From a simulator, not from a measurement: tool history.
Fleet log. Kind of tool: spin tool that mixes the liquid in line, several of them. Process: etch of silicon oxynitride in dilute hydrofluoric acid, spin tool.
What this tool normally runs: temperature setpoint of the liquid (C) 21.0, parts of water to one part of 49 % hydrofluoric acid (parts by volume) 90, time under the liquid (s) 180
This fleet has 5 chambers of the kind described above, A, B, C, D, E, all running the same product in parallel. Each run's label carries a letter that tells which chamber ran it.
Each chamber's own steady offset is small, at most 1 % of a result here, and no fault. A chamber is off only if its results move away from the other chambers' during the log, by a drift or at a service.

| run | day | temperature setpoint of the liquid (C) | parts of water to one part of 49 % hydrofluoric acid (parts by volume) | time under the liquid (s) | hours since the thermometer was replaced | hours since the hydrofluoric acid flow meter was replaced | read-back film thickness of the silicon oxynitride reference wafer, read on the same gauge (nm) | thickness taken off the silicon oxynitride on a monitor wafer (Å) |
|---|---|---|---|---|---|---|---|---|
| 1B | 0.283 | 21.0 | 90 | 180 | 2012.7 | 509.9 | 69.975 | 41.537 |
| 2E | 0.646 | 21.0 | 90 | 180 | 240.4 | 223.1 | 69.993 | 41.325 |
| 3C | 0.817 | 21.0 | 90 | 180 | 567.6 | 1322.4 | 70.014 | 40.931 |
| 4A | 1.029 | 21.0 | 90 | 180 | 834.7 | 1798.8 | 70.014 | 41.673 |
| 5D | 1.262 | 21.0 | 90 | 180 | 782.2 | 652.8 | 70.005 | 40.624 |
| 6A | 1.462 | 21.0 | 90 | 180 | 845.1 | 1809.2 | 69.979 | 41.474 |
| 7C | 1.725 | 21.0 | 90 | 180 | 589.4 | 1344.2 | 70.015 | 41.151 |
| 8B | 1.954 | 21.0 | 90 | 180 | 2052.8 | 550.0 | 70.000 | 41.544 |
| 9E | 2.212 | 21.0 | 90 | 180 | 278.0 | 260.7 | 70.023 | 41.783 |
| 10D | 2.517 | 21.0 | 90 | 180 | 812.3 | 682.9 | 70.005 | 41.360 |
|  | 2.817 | chamber D: thermometer replaced |
| 11B | 2.892 | 21.0 | 90 | 180 | 2075.3 | 572.5 | 70.019 | 41.591 |
| 12D | 3.112 | 21.0 | 90 | 180 | 7.2 | 697.2 | 70.028 | 41.154 |
| 13A | 3.425 | 21.0 | 90 | 180 | 892.2 | 1856.3 | 69.989 | 41.545 |
| 14C | 3.650 | 21.0 | 90 | 180 | 635.6 | 1390.4 | 70.012 | 41.519 |
| 15E | 3.867 | 21.0 | 90 | 285 | 317.7 | 300.4 | 70.041 | 66.330 |
| 16D | 4.154 | 21.0 | 90 | 285 | 32.2 | 722.2 | 70.042 | 63.847 |
| 17A | 4.479 | 21.0 | 90 | 285 | 917.5 | 1881.6 | 69.977 | 65.651 |
| 18C | 4.833 | 21.0 | 90 | 285 | 664.0 | 1418.8 | 70.027 | 65.804 |
| 19B | 5.079 | 21.0 | 90 | 285 | 2127.8 | 625.0 | 70.024 | 65.235 |
| 20E | 5.412 | 21.0 | 90 | 180 | 354.8 | 337.5 | 69.974 | 41.728 |
| 21E | 5.725 | 21.0 | 90 | 180 | 362.3 | 345.0 | 70.016 | 42.300 |
| 22D | 5.917 | 21.0 | 90 | 180 | 74.5 | 764.5 | 69.975 | 41.917 |
| 23B | 6.088 | 21.0 | 90 | 180 | 2152.0 | 649.2 | 70.017 | 40.138 |
| 24C | 6.396 | 21.0 | 90 | 180 | 701.5 | 1456.3 | 69.987 | 41.593 |
| 25A | 6.633 | 21.0 | 90 | 180 | 969.2 | 1933.3 | 70.008 | 41.791 |
| 26A | 6.983 | 21.0 | 90 | 180 | 977.6 | 1941.7 | 69.981 | 40.806 |
| 27D | 7.262 | 21.0 | 90 | 180 | 106.8 | 796.8 | 69.988 | 41.545 |
| 28C | 7.475 | 21.0 | 90 | 250 | 727.4 | 1482.2 | 70.038 | 57.050 |
| 29E | 7.654 | 21.0 | 90 | 250 | 408.6 | 391.3 | 70.015 | 57.549 |
| 30B | 8.033 | 21.0 | 90 | 250 | 2198.7 | 695.9 | 70.003 | 55.870 |
| 31E | 8.412 | 21.0 | 90 | 250 | 426.8 | 409.5 | 69.997 | 57.338 |
| 32D | 8.704 | 21.0 | 90 | 250 | 141.4 | 831.4 | 70.018 | 58.076 |
| 33A | 8.892 | 21.0 | 90 | 180 | 1023.4 | 1987.5 | 70.017 | 41.613 |
| 34B | 9.179 | 23.5 | 90 | 250 | 2226.2 | 723.4 | 70.015 | 61.725 |
| 35C | 9.521 | 23.5 | 90 | 250 | 776.5 | 1531.3 | 70.016 | 65.682 |
| 36B | 9.821 | 23.5 | 90 | 250 | 2241.6 | 738.8 | 70.004 | 63.056 |
| 37C | 10.054 | 23.5 | 90 | 250 | 789.3 | 1544.1 | 69.998 | 65.464 |
| 38E | 10.262 | 23.5 | 90 | 250 | 471.2 | 453.9 | 70.027 | 65.929 |
| 39A | 10.521 | 21.0 | 90 | 180 | 1062.5 | 2026.6 | 69.997 | 40.967 |

All 5 chambers run these settings next. Forecast each chamber's results:
| 40A | 10.800 | 21.0 | 90 | 180 |  |  |  | ? |
| 40B | 10.800 | 21.0 | 90 | 180 |  |  |  | ? |
| 40C | 10.800 | 21.0 | 90 | 180 |  |  |  | ? |
| 40D | 10.800 | 21.0 | 90 | 180 |  |  |  | ? |
| 40E | 10.800 | 21.0 | 90 | 180 |  |  |  | ? |

| run | thickness taken off the silicon oxynitride on a monitor wafer (Å) |
|---|---|
| 40A | 41.048 |
| 40B | 39.307 |
| 40C | 41.478 |
| 40D | 40.885 |
| 40E | 42.084 |
